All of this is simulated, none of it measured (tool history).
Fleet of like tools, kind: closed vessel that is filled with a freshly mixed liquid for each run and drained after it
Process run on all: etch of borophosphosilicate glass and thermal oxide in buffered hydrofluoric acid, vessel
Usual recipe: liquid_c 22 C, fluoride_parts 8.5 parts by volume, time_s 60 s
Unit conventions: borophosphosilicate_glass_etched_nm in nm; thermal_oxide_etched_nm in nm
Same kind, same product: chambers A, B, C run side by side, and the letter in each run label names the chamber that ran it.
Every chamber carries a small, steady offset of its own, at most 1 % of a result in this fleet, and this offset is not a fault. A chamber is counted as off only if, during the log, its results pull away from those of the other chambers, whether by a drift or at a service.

run,hour,liquid_c,fluoride_parts,time_s,hours since the thermometer was replaced,hours since the hydrofluoric acid flow meter was replaced,"read-back film thickness of the borophosphosilicate glass reference wafer, read on the same gauge (nm)","read-back film thickness of the thermal oxide reference wafer, read on the same gauge (nm)",borophosphosilicate_glass_etched_nm,thermal_oxide_etched_nm
1B,6.9,22,8.5,60,1086,160.1,129.98,140.02,160.05,71.538
# hour 10.6: chamber C: thermometer replaced
2C,15,22,8.5,60,4.5,541.3,129.99,139.99,161.77,71.074
3A,23.2,22,8.5,60,309.9,1580.4,130.01,140,161.81,72.21
4A,28.1,22,8.5,60,314.8,1585.3,130.01,140.01,163.07,72.196
5C,31.8,22,8.5,60,21.3,558.1,129.99,140.02,159.96,71.695
6B,39.1,22,8.5,60,1118.2,192.3,129.97,139.99,161.46,72.517
7C,44.3,22,8.5,60,33.8,570.6,130.03,140.04,160.07,71.631
8B,50.6,22,8.5,60,1129.7,203.8,129.96,139.99,161.65,71.801
9A,58,22,8.5,60,344.7,1615.2,130.02,140.03,162.83,71.763
10B,63.6,22,8.5,60,1142.7,216.8,130,140,160.65,71.191
11A,71.9,22,8.5,60,358.6,1629.1,130.01,139.95,162.82,71.874
12C,75.8,22,8.5,60,65.3,602.1,129.99,140.03,160.79,71.086
13B,79.8,22,8.5,60,1158.9,233,130,140,161.03,72.076
14C,87.9,22,8.5,60,77.4,614.2,129.98,139.99,160.8,71.917
15A,96.1,22,8.5,60,382.8,1653.3,130,140.03,162.05,72.263
16C,100.6,22,8.5,60,90.1,626.9,130.03,140.02,159.46,71.868
17A,108.7,22,8.5,60,395.4,1665.9,129.98,140.02,163.44,72.267
18B,114.8,22,8.5,60,1193.9,268,130.02,139.98,162.65,71.943
19B,122.6,22,8.5,60,1201.7,275.8,129.98,140,159.98,71.947
20A,130.7,22,8.5,60,417.4,1687.9,129.99,140.02,161.87,72.066
21C,135.6,22,8.5,60,125.1,661.9,130.02,139.97,160.73,71.747
22A,140.1,26.5,8.5,80,426.8,1697.3,130.02,140,277.47,122.53

Which is it: a chamber that has drifted or been left off by a service, a gauge drift common to all chambers, or only each chamber's usual small offset? If a chamber is off, name it and its likeliest cause.

Beyond each chamber's small constant offset nothing stands out, and the gauge stays steady.

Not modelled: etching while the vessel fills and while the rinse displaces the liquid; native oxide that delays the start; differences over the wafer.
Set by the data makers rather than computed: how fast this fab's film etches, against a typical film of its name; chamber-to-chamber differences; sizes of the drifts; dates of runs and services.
